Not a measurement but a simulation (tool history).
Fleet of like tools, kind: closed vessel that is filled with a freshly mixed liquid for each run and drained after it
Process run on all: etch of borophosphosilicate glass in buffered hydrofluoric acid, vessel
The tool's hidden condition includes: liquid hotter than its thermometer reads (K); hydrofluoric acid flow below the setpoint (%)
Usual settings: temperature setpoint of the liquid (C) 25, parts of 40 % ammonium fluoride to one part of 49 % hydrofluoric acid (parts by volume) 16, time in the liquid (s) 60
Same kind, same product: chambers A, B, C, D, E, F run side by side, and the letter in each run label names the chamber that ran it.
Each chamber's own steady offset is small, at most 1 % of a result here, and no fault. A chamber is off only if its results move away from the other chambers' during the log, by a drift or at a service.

run,hour,temperature setpoint of the liquid (C),parts of 40 % ammonium fluoride to one part of 49 % hydrofluoric acid (parts by volume),time in the liquid (s),hours since the thermometer was replaced,hours since the hydrofluoric acid flow meter was replaced,"read-back film thickness of the borophosphosilicate glass reference wafer, read on the same gauge (nm)",thickness taken off the borophosphosilicate glass on a monitor wafer (Å)
1F,14.7,25,16,60,316,88.4,109.98,861.73
2E,29.8,25,16,60,1871.3,1189.7,109.97,847.76
# hour 32.6: chamber E: hydrofluoric acid flow meter replaced
3C,44.2,25,16,60,482.8,611.2,110.04,848.15
4A,58.6,25,16,60,1663.2,569.9,110,857.06
5B,70.8,25,16,60,918.3,972.7,110,843.23
6D,82.3,25,16,60,310,138.7,110,833.77
7F,92.9,25,16,60,394.2,166.6,110,852.32
# hour 96.4: chamber B: hydrofluoric acid flow meter replaced
8D,100.6,25,16,80,328.3,157,110.03,1132.9
9C,112.6,25,16,80,551.2,679.6,110.05,1116.4
10E,119.6,25,16,80,1961.1,87.1,110.02,1109.7
11B,133.7,25,16,80,981.2,37.3,110.01,1150.9
12A,148.9,25,16,80,1753.5,660.2,110,1139
13B,161.4,25,16,80,1008.9,65,110,1132.5
14C,168.8,25,16,60,607.4,735.8,110.01,845.9
15E,182.5,25,16,60,2024,150,109.99,850.41
16A,196.9,25,16,60,1801.5,708.2,110,829.95
17D,207.7,25,16,60,435.4,264.1,109.98,863.23
# hour 208.2: chamber B: thermometer replaced
# hour 210.4: chamber A: hydrofluoric acid flow meter replaced
18F,215.2,25,16,60,516.5,288.9,110.01,856.41
19B,227.8,25,16,60,19.6,131.4,109.98,855.7
20A,235,25,16,60,1839.6,24.6,109.99,845.2
21F,243.2,25,16,60,544.5,316.9,110,854.63
22D,255.9,25,16,60,483.6,312.3,110.03,852.01
23E,269.3,25,16,60,2110.8,236.8,109.97,848.76
24C,276.4,25,16,60,715,843.4,109.98,821.84
25D,287.7,25,16,60,515.4,344.1,110,840.58
# hour 287.9: chamber F: thermometer replaced
26F,294.4,25,16,60,6.5,368.1,109.99,864.41
27A,309.7,25,20,60,1914.3,99.3,109.98,678.48
28E,324.2,25,20,60,2165.7,291.7,110,681.34
29B,337.9,25,20,60,129.7,241.5,110.01,668.36
30C,352.3,25,20,60,790.9,919.3,110,640.81
31B,363.6,25,20,60,155.4,267.2,110.01,689.28
32E,371.4,25,20,60,2212.9,338.9,110.01,667.05
33C,384.6,25,16,60,823.2,951.6,110,790.09
34A,394.8,25,16,60,1999.4,184.4,109.98,836.21
35F,407.7,25,16,60,119.8,481.4,110.01,866.49
36D,419.6,25,16,60,647.3,476,110,847.32
37A,428.7,25,16,60,2033.3,218.3,110,847.49
38B,439.5,25,16,60,231.3,343.1,110,835.1
39C,447.3,30,21.5,60,885.9,1014.3,109.98,793.81
40E,456.5,30,21.5,60,2298,424,109.99,846.85
41D,467.9,30,21.5,60,695.6,524.3,110.01,853.67

Next, all 6 chambers run the settings below, one line each with question marks for the results. What does each chamber give?
42A,479.1,25,16,60,,,,?
42B,479.1,25,16,60,,,,?
42C,479.1,25,16,60,,,,?
42D,479.1,25,16,60,,,,?
42E,479.1,25,16,60,,,,?
42F,479.1,25,16,60,,,,?

run,thickness taken off the borophosphosilicate glass on a monitor wafer (Å)
42A,846.83
42B,859.34
42C,759.27
42D,855.03
42E,847.65
42F,860.29
